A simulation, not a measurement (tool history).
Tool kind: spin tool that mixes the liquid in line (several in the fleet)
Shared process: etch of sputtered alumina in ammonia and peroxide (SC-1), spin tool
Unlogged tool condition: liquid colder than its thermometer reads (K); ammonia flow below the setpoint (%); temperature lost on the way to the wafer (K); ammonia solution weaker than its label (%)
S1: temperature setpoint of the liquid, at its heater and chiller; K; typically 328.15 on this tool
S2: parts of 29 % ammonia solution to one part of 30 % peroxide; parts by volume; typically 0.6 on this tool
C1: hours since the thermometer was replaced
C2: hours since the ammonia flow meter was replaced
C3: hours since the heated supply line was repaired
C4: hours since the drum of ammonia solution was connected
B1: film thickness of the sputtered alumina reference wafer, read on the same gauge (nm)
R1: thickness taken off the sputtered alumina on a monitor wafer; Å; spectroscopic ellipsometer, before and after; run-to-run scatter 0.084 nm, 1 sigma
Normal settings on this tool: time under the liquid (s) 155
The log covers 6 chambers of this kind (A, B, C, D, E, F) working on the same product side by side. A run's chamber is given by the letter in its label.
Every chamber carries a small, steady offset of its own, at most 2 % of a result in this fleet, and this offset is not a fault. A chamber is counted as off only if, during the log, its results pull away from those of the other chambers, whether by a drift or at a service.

Run 1F, day 0.329: usual settings; C1 1793.8; C2 1611.9; C3 1229.1; C4 231.8; B1 149.98. Result: R1 127.61 Å.
Run 2C, day 0.658: usual settings; C1 1348.5; C2 1726.5; C3 2000.6; C4 701.5; B1 149.99. Result: R1 128.2 Å.
Run 3E, day 1.033: usual settings; C1 212.8; C2 280.7; C3 886.9; C4 432; B1 150. Result: R1 130.43 Å.
Run 4D, day 1.329: usual settings; C1 566.2; C2 1616.4; C3 1252.7; C4 507.3; B1 149.99. Result: R1 130.76 Å.
Run 5B, day 1.683: usual settings; C1 1391.3; C2 937; C3 348.8; C4 363.4; B1 150. Result: R1 129.31 Å.
Run 6A, day 2.054: usual settings; C1 647.5; C2 987.4; C3 2530.9; C4 173.5; B1 149.99. Result: R1 131.83 Å.
Run 7F, day 2.275: usual settings; C1 1840.5; C2 1658.6; C3 1275.8; C4 278.5; B1 150.01. Result: R1 127.07 Å.
Run 8B, day 2.571: usual settings; C1 1412.6; C2 958.3; C3 370.1; C4 384.7; B1 149.99. Result: R1 130.17 Å.
Run 9A, day 2.788: usual settings; C1 665.1; C2 1005; C3 2548.5; C4 191.1; B1 150.01. Result: R1 130.87 Å.
Run 10E, day 3.012: usual settings; C1 260.3; C2 328.2; C3 934.4; C4 479.5; B1 150. Result: R1 129.06 Å.
Run 11C, day 3.212: usual settings; C1 1409.8; C2 1787.8; C3 2061.9; C4 762.8; B1 150.02. Result: R1 127.19 Å.
Run 12D, day 3.542: usual settings; C1 619.3; C2 1669.5; C3 1305.8; C4 560.4; B1 150.01. Result: R1 126.64 Å.
Run 13D, day 3.904: usual settings; C1 628; C2 1678.2; C3 1314.5; C4 569.1; B1 150. Result: R1 128.04 Å.
Run 14C, day 4.212: usual settings; C1 1433.8; C2 1811.8; C3 2085.9; C4 786.8; B1 149.99. Result: R1 127.52 Å.
Run 15F, day 4.575: usual settings; C1 1895.7; C2 1713.8; C3 1331; C4 333.7; B1 149.99. Result: R1 126.45 Å.
Run 16E, day 4.829: usual settings; C1 303.9; C2 371.8; C3 978; C4 523.1; B1 149.98. Result: R1 129.2 Å.
Run 17B, day 5.083: usual settings; C1 1472.9; C2 1018.6; C3 430.4; C4 445; B1 149.99. Result: R1 130.37 Å.
Run 18A, day 5.317: usual settings; C1 725.8; C2 1065.7; C3 2609.2; C4 251.8; B1 150. Result: R1 130.75 Å.
Run 19C, day 5.517: usual settings; C1 1465.1; C2 1843.1; C3 2117.2; C4 818.1; B1 150. Result: R1 127.77 Å.
Run 20E, day 5.862: usual settings; C1 328.7; C2 396.6; C3 1002.8; C4 547.9; B1 150. Result: R1 130.94 Å.
Run 21A, day 6.242: usual settings but S2 0.45 parts by volume, time under the liquid (s) 205; C1 748; C2 1087.9; C3 2631.4; C4 274; B1 150.01. Result: R1 169.24 Å.
Run 22F, day 6.504: usual settings but S2 0.45 parts by volume, time under the liquid (s) 205; C1 1942; C2 1760.1; C3 1377.3; C4 380; B1 149.99. Result: R1 162.64 Å.
Run 23D, day 6.812: usual settings but S2 0.45 parts by volume, time under the liquid (s) 205; C1 697.8; C2 1748; C3 1384.3; C4 638.9; B1 149.99. Result: R1 161.12 Å.
Run 24B, day 6.996: usual settings but S2 0.45 parts by volume, time under the liquid (s) 205; C1 1518.8; C2 1064.5; C3 476.3; C4 490.9; B1 149.99. Result: R1 165.03 Å.
Run 25B, day 7.262: usual settings but S2 0.45 parts by volume, time under the liquid (s) 205; C1 1525.2; C2 1070.9; C3 482.7; C4 497.3; B1 149.99. Result: R1 165.69 Å.
Run 26E, day 7.554: usual settings but S2 0.45 parts by volume, time under the liquid (s) 205; C1 369.3; C2 437.2; C3 1043.4; C4 588.5; B1 149.99. Result: R1 168.46 Å.
At day 7.571: chamber D: ammonia flow meter replaced.
Run 27D, day 7.883: usual settings; C1 723.5; C2 7.6; C3 1410; C4 664.6; B1 150. Result: R1 122.02 Å.
Run 28C, day 8.146: usual settings; C1 1528.2; C2 1906.2; C3 2180.3; C4 881.2; B1 149.98. Result: R1 127.72 Å.
Run 29F, day 8.454: usual settings; C1 1988.8; C2 1806.9; C3 1424.1; C4 426.8; B1 150.01. Result: R1 127.37 Å.
Run 30A, day 8.638: usual settings; C1 805.5; C2 1145.4; C3 2688.9; C4 331.5; B1 150. Result: R1 129.55 Å.
Run 31F, day 8.821: usual settings; C1 1997.6; C2 1815.7; C3 1432.9; C4 435.6; B1 149.99. Result: R1 128.08 Å.
Run 32E, day 9.075: usual settings; C1 405.8; C2 473.7; C3 1079.9; C4 625; B1 150.02. Result: R1 128.85 Å.
At day 9.104: chamber C: heated supply line repaired.
Run 33B, day 9.433: usual settings; C1 1577.3; C2 1123; C3 534.8; C4 549.4; B1 150. Result: R1 129.29 Å.
Run 34D, day 9.654: usual settings; C1 766; C2 50.1; C3 1452.5; C4 707.1; B1 150. Result: R1 118.75 Å.
Run 35A, day 9.992: usual settings; C1 838; C2 1177.9; C3 2721.4; C4 364; B1 149.99. Result: R1 130.12 Å.
Run 36C, day 10.35: usual settings; C1 1581.1; C2 1959.1; C3 29.9; C4 934.1; B1 149.99. Result: R1 128.7 Å.

All chambers now run identical settings, listed one chamber a line with results as question marks. What results will each chamber show?
Run 37A, day 10.625: usual settings. Result: R1 ?.
Run 37B, day 10.625: usual settings. Result: R1 ?.
Run 37C, day 10.625: usual settings. Result: R1 ?.
Run 37D, day 10.625: usual settings. Result: R1 ?.
Run 37E, day 10.625: usual settings. Result: R1 ?.
Run 37F, day 10.625: usual settings. Result: R1 ?.

run      R1
37A   131.4
37B  129.19
37C  128.18
37D  117.29
37E  130.66
37F  127.44
